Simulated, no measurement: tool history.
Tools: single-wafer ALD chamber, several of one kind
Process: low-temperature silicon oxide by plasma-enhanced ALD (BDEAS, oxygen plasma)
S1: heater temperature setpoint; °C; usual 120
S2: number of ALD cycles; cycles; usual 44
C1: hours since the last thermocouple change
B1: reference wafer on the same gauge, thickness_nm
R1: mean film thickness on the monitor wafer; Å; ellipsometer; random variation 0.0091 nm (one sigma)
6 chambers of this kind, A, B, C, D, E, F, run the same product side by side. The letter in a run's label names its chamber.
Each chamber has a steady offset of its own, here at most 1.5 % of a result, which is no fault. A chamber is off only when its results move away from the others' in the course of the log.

run 1E hour=10.2 | S1=120 S2=44 | C1=692.0 | B1=7.2727 | R1=61.179
run 2F hour=18.4 | S1=120 S2=44 | C1=1910.0 | B1=7.2718 | R1=60.377
run 3B hour=26.0 | S1=120 S2=44 | C1=1144.1 | B1=7.2724 | R1=60.629
run 4A hour=39.6 | S1=120 S2=44 | C1=383.4 | B1=7.2733 | R1=61.341
run 5C hour=52.0 | S1=120 S2=44 | C1=664.9 | B1=7.2720 | R1=61.042
run 6D hour=65.4 | S1=120 S2=44 | C1=1018.8 | B1=7.2744 | R1=60.913
-- hour=77.3 chamber B: thermocouple changed; heater temperature recalibrated
run 7F hour=78.8 | S1=120 S2=44 | C1=1970.4 | B1=7.2748 | R1=60.353
run 8C hour=93.3 | S1=120 S2=44 | C1=706.2 | B1=7.2761 | R1=61.212
run 9E hour=100.6 | S1=120 S2=44 | C1=782.4 | B1=7.2777 | R1=61.224
run 10A hour=114.9 | S1=134 S2=41 | C1=458.7 | B1=7.2823 | R1=55.784
run 11B hour=127.9 | S1=134 S2=41 | C1=50.6 | B1=7.2785 | R1=55.165
-- hour=131.1 chamber F: thermocouple changed; heater temperature recalibrated
run 12D hour=141.9 | S1=134 S2=41 | C1=1095.3 | B1=7.2836 | R1=55.588
run 13C hour=152.2 | S1=134 S2=41 | C1=765.1 | B1=7.2816 | R1=55.541
run 14B hour=159.9 | S1=134 S2=41 | C1=82.6 | B1=7.2867 | R1=55.082
run 15D hour=174.7 | S1=134 S2=41 | C1=1128.1 | B1=7.2872 | R1=55.423
run 16E hour=184.1 | S1=120 S2=44 | C1=865.9 | B1=7.2864 | R1=61.281
run 17A hour=193.8 | S1=120 S2=44 | C1=537.6 | B1=7.2893 | R1=61.394
run 18F hour=206.9 | S1=120 S2=44 | C1=75.8 | B1=7.2887 | R1=60.662
run 19C hour=216.7 | S1=120 S2=36 | C1=829.6 | B1=7.2893 | R1=50.209
run 20B hour=227.7 | S1=120 S2=36 | C1=150.4 | B1=7.2924 | R1=49.856
run 21A hour=241.9 | S1=120 S2=36 | C1=585.7 | B1=7.2945 | R1=50.389
run 22D hour=253.4 | S1=120 S2=36 | C1=1206.8 | B1=7.2956 | R1=50.040
run 23F hour=267.2 | S1=120 S2=36 | C1=136.1 | B1=7.2965 | R1=49.618
run 24E hour=281.1 | S1=120 S2=36 | C1=962.9 | B1=7.2971 | R1=50.172
run 25F hour=291.7 | S1=120 S2=44 | C1=160.6 | B1=7.2977 | R1=60.558
run 26D hour=300.1 | S1=120 S2=44 | C1=1253.5 | B1=7.2990 | R1=61.114
run 27A hour=310.7 | S1=120 S2=44 | C1=654.5 | B1=7.3018 | R1=61.688
run 28E hour=319.7 | S1=120 S2=44 | C1=1001.5 | B1=7.2989 | R1=61.426
run 29C hour=334.0 | S1=120 S2=47 | C1=946.9 | B1=7.3004 | R1=65.493
run 30B hour=344.6 | S1=120 S2=47 | C1=267.3 | B1=7.3013 | R1=65.016
run 31F hour=354.5 | S1=120 S2=47 | C1=223.4 | B1=7.3029 | R1=64.865
run 32C hour=367.0 | S1=120 S2=47 | C1=979.9 | B1=7.3027 | R1=65.804
run 33E hour=376.9 | S1=120 S2=47 | C1=1058.7 | B1=7.3014 | R1=65.594
run 34B hour=385.7 | S1=120 S2=47 | C1=308.4 | B1=7.3038 | R1=65.105
run 35D hour=399.4 | S1=120 S2=44 | C1=1352.8 | B1=7.3048 | R1=61.214
run 36A hour=412.3 | S1=120 S2=44 | C1=756.1 | B1=7.3072 | R1=61.854
run 37D hour=422.4 | S1=120 S2=44 | C1=1375.8 | B1=7.3051 | R1=61.196
run 38E hour=436.4 | S1=120 S2=44 | C1=1118.2 | B1=7.3092 | R1=61.661
run 39C hour=448.4 | S1=120 S2=44 | C1=1061.3 | B1=7.3106 | R1=61.538
run 40A hour=455.6 | S1=120 S2=44 | C1=799.4 | B1=7.3098 | R1=61.599
run 41F hour=468.2 | S1=120 S2=44 | C1=337.1 | B1=7.3124 | R1=60.799
run 42B hour=478.9 | S1=120 S2=44 | C1=401.6 | B1=7.3142 | R1=61.070

What goes on in this fleet: one chamber off, a drifting gauge, or nothing beyond the chambers' own small offsets? Name the chamber and the cause, if any.

The gauge drifts, so all chambers seem to drift together. No chamber is off.
Cause: gauge reads high (%) = 0.614.
